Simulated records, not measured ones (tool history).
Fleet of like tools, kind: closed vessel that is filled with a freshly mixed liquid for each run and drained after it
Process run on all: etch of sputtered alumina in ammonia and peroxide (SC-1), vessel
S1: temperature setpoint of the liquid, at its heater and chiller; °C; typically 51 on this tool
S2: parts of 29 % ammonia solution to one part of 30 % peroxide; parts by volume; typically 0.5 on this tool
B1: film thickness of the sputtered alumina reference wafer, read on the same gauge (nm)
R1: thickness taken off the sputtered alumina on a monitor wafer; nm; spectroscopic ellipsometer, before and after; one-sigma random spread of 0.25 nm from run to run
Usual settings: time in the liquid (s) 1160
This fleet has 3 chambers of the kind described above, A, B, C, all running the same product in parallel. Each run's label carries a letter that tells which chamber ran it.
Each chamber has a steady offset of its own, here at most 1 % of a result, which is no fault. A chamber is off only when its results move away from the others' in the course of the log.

{"run": "1C", "hour": 9.1, "S1": 51, "S2": 0.5, "time in the liquid (s)": 1160, "B1": 109.99, "R1": 59.212}
{"run": "2B", "hour": 17.5, "S1": 51, "S2": 0.5, "time in the liquid (s)": 1160, "B1": 110, "R1": 58.116}
{"hour": 22.3, "done": "chamber B: thermometer replaced"}
{"run": "3A", "hour": 24.9, "S1": 51, "S2": 0.5, "time in the liquid (s)": 1160, "B1": 110.01, "R1": 59.247}
{"run": "4A", "hour": 39.9, "S1": 51, "S2": 0.5, "time in the liquid (s)": 1160, "B1": 109.97, "R1": 59.066}
{"hour": 43.9, "done": "chamber A: new drum of ammonia solution connected"}
{"run": "5B", "hour": 51.2, "S1": 51, "S2": 0.5, "time in the liquid (s)": 1160, "B1": 109.99, "R1": 58.252}
{"run": "6C", "hour": 59.6, "S1": 51, "S2": 0.5, "time in the liquid (s)": 1160, "B1": 110.01, "R1": 59.058}
{"run": "7A", "hour": 69.5, "S1": 51, "S2": 0.5, "time in the liquid (s)": 1160, "B1": 110, "R1": 58.39}
{"run": "8B", "hour": 83.0, "S1": 51, "S2": 0.5, "time in the liquid (s)": 1160, "B1": 109.98, "R1": 58.247}
{"run": "9C", "hour": 94.3, "S1": 51, "S2": 0.5, "time in the liquid (s)": 1160, "B1": 110.01, "R1": 58.42}
{"run": "10C", "hour": 109.5, "S1": 51, "S2": 0.5, "time in the liquid (s)": 1160, "B1": 109.99, "R1": 58.083}
{"run": "11A", "hour": 117.3, "S1": 51, "S2": 0.5, "time in the liquid (s)": 1160, "B1": 110.01, "R1": 58.469}
{"run": "12B", "hour": 125.2, "S1": 51, "S2": 0.5, "time in the liquid (s)": 1160, "B1": 110.03, "R1": 57.833}
{"run": "13C", "hour": 137.4, "S1": 51, "S2": 0.5, "time in the liquid (s)": 1160, "B1": 109.99, "R1": 57.989}
{"run": "14B", "hour": 148.7, "S1": 51, "S2": 0.7, "time in the liquid (s)": 900, "B1": 110.02, "R1": 46.605}
{"run": "15A", "hour": 160.0, "S1": 51, "S2": 0.7, "time in the liquid (s)": 900, "B1": 109.98, "R1": 47.274}
{"run": "16B", "hour": 172.2, "S1": 51, "S2": 0.7, "time in the liquid (s)": 900, "B1": 110, "R1": 46.696}
{"run": "17C", "hour": 179.1, "S1": 51, "S2": 0.5, "time in the liquid (s)": 1160, "B1": 109.99, "R1": 57.632}
{"run": "18A", "hour": 189.3, "S1": 51, "S2": 0.5, "time in the liquid (s)": 1160, "B1": 110, "R1": 58.652}
{"hour": 204.8, "done": "chamber C: new drum of ammonia solution connected"}
{"run": "19B", "hour": 204.8, "S1": 51, "S2": 0.5, "time in the liquid (s)": 1160, "B1": 110, "R1": 58.422}
{"run": "20C", "hour": 212.1, "S1": 54.5, "S2": 0.5, "time in the liquid (s)": 1160, "B1": 110.01, "R1": 69.082}
{"run": "21A", "hour": 222.5, "S1": 54.5, "S2": 0.5, "time in the liquid (s)": 1160, "B1": 110.03, "R1": 70.504}
{"hour": 232.7, "done": "chamber B: new drum of ammonia solution connected"}
{"run": "22A", "hour": 233.5, "S1": 54.5, "S2": 0.5, "time in the liquid (s)": 1160, "B1": 109.99, "R1": 70.696}
{"run": "23C", "hour": 243.7, "S1": 51, "S2": 0.5, "time in the liquid (s)": 1160, "B1": 110.01, "R1": 57.279}
{"run": "24B", "hour": 257.7, "S1": 51, "S2": 0.4, "time in the liquid (s)": 490, "B1": 110, "R1": 24.032}

The same settings go to every chamber for the next run, one line per chamber below. Forecast the results for each:
{"run": "25A", "hour": 268.8, "S1": 51, "S2": 0.6, "time in the liquid (s)": 1160, "R1": "?"}
{"run": "25B", "hour": 268.8, "S1": 51, "S2": 0.6, "time in the liquid (s)": 1160, "R1": "?"}
{"run": "25C", "hour": 268.8, "S1": 51, "S2": 0.6, "time in the liquid (s)": 1160, "R1": "?"}

run=25A R1=60.044
run=25B R1=58.916
run=25C R1=57.452

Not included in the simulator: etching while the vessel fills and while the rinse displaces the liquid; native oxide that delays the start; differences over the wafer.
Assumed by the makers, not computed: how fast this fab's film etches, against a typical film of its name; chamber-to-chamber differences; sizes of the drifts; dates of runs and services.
